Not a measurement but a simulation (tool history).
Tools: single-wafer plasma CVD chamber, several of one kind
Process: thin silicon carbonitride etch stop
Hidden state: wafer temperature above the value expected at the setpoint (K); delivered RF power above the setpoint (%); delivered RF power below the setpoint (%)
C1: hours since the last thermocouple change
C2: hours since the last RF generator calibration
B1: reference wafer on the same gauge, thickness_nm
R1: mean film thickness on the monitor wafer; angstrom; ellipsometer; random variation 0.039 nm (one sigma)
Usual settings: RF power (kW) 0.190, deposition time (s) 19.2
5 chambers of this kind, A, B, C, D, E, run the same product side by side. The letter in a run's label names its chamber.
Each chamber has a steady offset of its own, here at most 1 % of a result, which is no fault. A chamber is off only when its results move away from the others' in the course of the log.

{"run": "1A", "hour": 15.1, "RF power (kW)": 0.19, "deposition time (s)": 19.2, "C1": 180.8, "C2": 501.7, "B1": 11.508, "R1": 108.46}
{"run": "2B", "hour": 26.9, "RF power (kW)": 0.19, "deposition time (s)": 19.2, "C1": 1119.9, "C2": 1248.6, "B1": 11.502, "R1": 109.05}
{"run": "3E", "hour": 40.3, "RF power (kW)": 0.19, "deposition time (s)": 19.2, "C1": 1282.7, "C2": 349.5, "B1": 11.498, "R1": 107.19}
{"run": "4D", "hour": 54.2, "RF power (kW)": 0.19, "deposition time (s)": 19.2, "C1": 2960.1, "C2": 1380.2, "B1": 11.492, "R1": 107.42}
{"hour": 60.7, "done": "chamber D: thermocouple changed; heater temperature recalibrated"}
{"run": "5C", "hour": 67.8, "RF power (kW)": 0.19, "deposition time (s)": 19.2, "C1": 1866.6, "C2": 1931.9, "B1": 11.51, "R1": 107.73}
{"hour": 71.2, "done": "chamber E: thermocouple changed; heater temperature recalibrated"}
{"run": "6C", "hour": 80.4, "RF power (kW)": 0.19, "deposition time (s)": 19.2, "C1": 1879.2, "C2": 1944.5, "B1": 11.512, "R1": 107.28}
{"run": "7A", "hour": 95.5, "RF power (kW)": 0.19, "deposition time (s)": 19.2, "C1": 261.2, "C2": 582.1, "B1": 11.505, "R1": 108.02}
{"run": "8B", "hour": 108.3, "RF power (kW)": 0.19, "deposition time (s)": 19.2, "C1": 1201.3, "C2": 1330.0, "B1": 11.497, "R1": 107.56}
{"run": "9E", "hour": 116.9, "RF power (kW)": 0.19, "deposition time (s)": 19.2, "C1": 45.7, "C2": 426.1, "B1": 11.501, "R1": 106.73}
{"run": "10D", "hour": 125.5, "RF power (kW)": 0.19, "deposition time (s)": 19.2, "C1": 64.8, "C2": 1451.5, "B1": 11.501, "R1": 106.29}
{"run": "11C", "hour": 140.7, "RF power (kW)": 0.19, "deposition time (s)": 19.2, "C1": 1939.5, "C2": 2004.8, "B1": 11.497, "R1": 107.44}
{"run": "12A", "hour": 151.6, "RF power (kW)": 0.19, "deposition time (s)": 19.2, "C1": 317.3, "C2": 638.2, "B1": 11.506, "R1": 108.25}
{"run": "13D", "hour": 161.0, "RF power (kW)": 0.19, "deposition time (s)": 19.2, "C1": 100.3, "C2": 1487.0, "B1": 11.494, "R1": 107.74}
{"run": "14B", "hour": 173.5, "RF power (kW)": 0.19, "deposition time (s)": 19.2, "C1": 1266.5, "C2": 1395.2, "B1": 11.493, "R1": 107.53}
{"hour": 181.4, "done": "chamber C: RF generator calibrated"}
{"run": "15E", "hour": 183.5, "RF power (kW)": 0.19, "deposition time (s)": 19.2, "C1": 112.3, "C2": 492.7, "B1": 11.5, "R1": 107.62}
{"run": "16E", "hour": 194.2, "RF power (kW)": 0.19, "deposition time (s)": 19.2, "C1": 123.0, "C2": 503.4, "B1": 11.501, "R1": 106.78}
{"run": "17D", "hour": 208.0, "RF power (kW)": 0.19, "deposition time (s)": 19.2, "C1": 147.3, "C2": 1534.0, "B1": 11.509, "R1": 107.54}
{"hour": 208.1, "done": "chamber B: thermocouple changed; heater temperature recalibrated"}
{"run": "18A", "hour": 219.6, "RF power (kW)": 0.19, "deposition time (s)": 19.2, "C1": 385.3, "C2": 706.2, "B1": 11.505, "R1": 108.35}
{"run": "19B", "hour": 231.7, "RF power (kW)": 0.19, "deposition time (s)": 19.2, "C1": 23.6, "C2": 1453.4, "B1": 11.508, "R1": 109.33}
{"run": "20C", "hour": 245.3, "RF power (kW)": 0.19, "deposition time (s)": 19.2, "C1": 2044.1, "C2": 63.9, "B1": 11.507, "R1": 108.28}
{"hour": 248.0, "done": "chamber B: RF generator calibrated"}
{"run": "21B", "hour": 259.9, "RF power (kW)": 0.19, "deposition time (s)": 19.2, "C1": 51.8, "C2": 11.9, "B1": 11.506, "R1": 108.5}
{"run": "22C", "hour": 269.3, "RF power (kW)": 0.19, "deposition time (s)": 19.2, "C1": 2068.1, "C2": 87.9, "B1": 11.496, "R1": 107.71}
{"run": "23D", "hour": 283.8, "RF power (kW)": 0.19, "deposition time (s)": 19.2, "C1": 223.1, "C2": 1609.8, "B1": 11.494, "R1": 107.28}
{"run": "24A", "hour": 297.3, "RF power (kW)": 0.19, "deposition time (s)": 19.2, "C1": 463.0, "C2": 783.9, "B1": 11.499, "R1": 107.62}
{"run": "25E", "hour": 304.1, "RF power (kW)": 0.19, "deposition time (s)": 19.2, "C1": 232.9, "C2": 613.3, "B1": 11.5, "R1": 106.02}
{"run": "26B", "hour": 316.6, "RF power (kW)": 0.19, "deposition time (s)": 19.2, "C1": 108.5, "C2": 68.6, "B1": 11.507, "R1": 108.81}
{"run": "27C", "hour": 330.1, "RF power (kW)": 0.19, "deposition time (s)": 19.2, "C1": 2128.9, "C2": 148.7, "B1": 11.495, "R1": 107.74}
{"run": "28D", "hour": 343.2, "RF power (kW)": 0.19, "deposition time (s)": 19.2, "C1": 282.5, "C2": 1669.2, "B1": 11.502, "R1": 106.91}
{"run": "29E", "hour": 357.9, "RF power (kW)": 0.155, "deposition time (s)": 16.6, "C1": 286.7, "C2": 667.1, "B1": 11.505, "R1": 87.047}
{"run": "30A", "hour": 371.8, "RF power (kW)": 0.155, "deposition time (s)": 16.6, "C1": 537.5, "C2": 858.4, "B1": 11.494, "R1": 88.094}
{"run": "31B", "hour": 379.4, "RF power (kW)": 0.155, "deposition time (s)": 16.6, "C1": 171.3, "C2": 131.4, "B1": 11.509, "R1": 88.282}

What goes on in this fleet: one chamber off, a drifting gauge, or nothing beyond the chambers' own small offsets? Name the chamber and the cause, if any.

No chamber stands off beyond its own small offset, and the gauge holds steady.

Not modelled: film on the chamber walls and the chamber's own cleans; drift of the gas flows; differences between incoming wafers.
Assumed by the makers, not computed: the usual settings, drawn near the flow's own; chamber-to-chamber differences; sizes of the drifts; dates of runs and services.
